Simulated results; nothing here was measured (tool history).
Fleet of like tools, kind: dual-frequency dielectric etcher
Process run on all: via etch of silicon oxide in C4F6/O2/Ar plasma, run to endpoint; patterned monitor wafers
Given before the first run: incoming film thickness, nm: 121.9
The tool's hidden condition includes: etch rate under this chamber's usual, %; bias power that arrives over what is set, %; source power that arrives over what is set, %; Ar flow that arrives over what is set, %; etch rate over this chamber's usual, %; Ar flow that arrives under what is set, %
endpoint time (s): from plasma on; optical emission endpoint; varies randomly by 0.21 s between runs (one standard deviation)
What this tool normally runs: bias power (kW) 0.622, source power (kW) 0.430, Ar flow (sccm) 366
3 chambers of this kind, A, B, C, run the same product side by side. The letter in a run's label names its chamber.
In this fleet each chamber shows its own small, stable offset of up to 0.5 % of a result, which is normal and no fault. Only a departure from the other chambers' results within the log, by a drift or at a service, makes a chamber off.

run   hour  bias power (kW)  source power (kW)  Ar flow (sccm)  hours since the last wet clean  hours since the last bias power generator calibration  hours since the last source power generator calibration  hours since the last Ar flow controller change  endpoint time (s)
 1B    9.9            0.622              0.430             366                           265.3                                                 4149.4                                                    745.1                                          1926.8             24.386
 2C   21.1            0.622              0.430             366                            91.5                                                  717.0                                                   1990.0                                          1381.6             24.170
      24.9  -- chamber C: Ar flow controller replaced
 3A   27.5            0.622              0.430             366                           157.1                                                  650.6                                                    841.0                                          3311.8             24.768
 4B   36.5            0.622              0.430             366                           291.9                                                 4176.0                                                    771.7                                          1953.4             24.541
 5C   46.4            0.622              0.370             447                           116.8                                                  742.3                                                   2015.3                                            21.5             26.975
 6A   58.7            0.622              0.370             447                           188.3                                                  681.8                                                    872.2                                          3343.0             26.511
 7B   70.3            0.622              0.370             447                           325.7                                                 4209.8                                                    805.5                                          1987.2             26.634
 8C   77.9            0.622              0.430             366                           148.3                                                  773.8                                                   2046.8                                            53.0             24.581
 9A   83.9            0.622              0.430             366                           213.5                                                  707.0                                                    897.4                                          3368.2             24.417
10B   89.9            0.622              0.430             366                           345.3                                                 4229.4                                                    825.1                                          2006.8             24.741
11C   96.4            0.622              0.430             366                           166.8                                                  792.3                                                   2065.3                                            71.5             24.210
12A  105.4            0.622              0.430             366                           235.0                                                  728.5                                                    918.9                                          3389.7             24.239
13B  111.2            0.622              0.430             366                           366.6                                                 4250.7                                                    846.4                                          2028.1             25.030
14A  117.8            0.622              0.430             366                           247.4                                                  740.9                                                    931.3                                          3402.1             24.716
15C  127.2            0.622              0.430             366                           197.6                                                  823.1                                                   2096.1                                           102.3             24.630
16B  138.8            0.731              0.430             366                           394.2                                                 4278.3                                                    874.0                                          2055.7             22.974
17C  150.1            0.731              0.430             366                           220.5                                                  846.0                                                   2119.0                                           125.2             23.182
18A  159.3            0.731              0.430             366                           288.9                                                  782.4                                                    972.8                                          3443.6             23.740
19C  164.9            0.622              0.430             366                           235.3                                                  860.8                                                   2133.8                                           140.0             24.155
20B  175.4            0.622              0.430             366                           430.8                                                 4314.9                                                    910.6                                          2092.3             24.231
21A  187.8            0.622              0.430             366                           317.4                                                  810.9                                                   1001.3                                          3472.1             25.304
22B  193.5            0.622              0.430             366                           448.9                                                 4333.0                                                    928.7                                          2110.4             24.522
23A  205.0            0.622              0.430             366                           334.6                                                  828.1                                                   1018.5                                          3489.3             25.303
24C  213.3            0.622              0.430             366                           283.7                                                  909.2                                                   2182.2                                           188.4             24.587
25A  221.2            0.622              0.430             366                           350.8                                                  844.3                                                   1034.7                                          3505.5             25.616
26B  231.3            0.622              0.430             366                           486.7                                                 4370.8                                                    966.5                                          2148.2             24.398
27C  236.7            0.622              0.430             366                           307.1                                                  932.6                                                   2205.6                                           211.8             24.693
     240.0  -- chamber B: bias power generator calibrated
28A  245.1            0.622              0.430             366                           374.7                                                  868.2                                                   1058.6                                          3529.4             25.422
29B  252.2            0.622              0.430             366                           507.6                                                   12.2                                                    987.4                                          2169.1             24.552
30C  260.8            0.717              0.430             366                           331.2                                                  956.7                                                   2229.7                                           235.9             23.193
31A  269.6            0.717              0.430             366                           399.2                                                  892.7                                                   1083.1                                          3553.9             24.406
32C  278.2            0.717              0.430             366                           348.6                                                  974.1                                                   2247.1                                           253.3             23.382
33B  290.3            0.622              0.430             366                           545.7                                                   50.3                                                   1025.5                                          2207.2             24.690

All 3 chambers run these settings next. Forecast each chamber's results:
34A  299.2            0.622              0.430             366                                                                                                                                                                                                                  ?
34B  299.2            0.622              0.430             366                                                                                                                                                                                                                  ?
34C  299.2            0.622              0.430             366                                                                                                                                                                                                                  ?

run  endpoint time (s)
34A             26.047
34B             24.906
34C             24.747

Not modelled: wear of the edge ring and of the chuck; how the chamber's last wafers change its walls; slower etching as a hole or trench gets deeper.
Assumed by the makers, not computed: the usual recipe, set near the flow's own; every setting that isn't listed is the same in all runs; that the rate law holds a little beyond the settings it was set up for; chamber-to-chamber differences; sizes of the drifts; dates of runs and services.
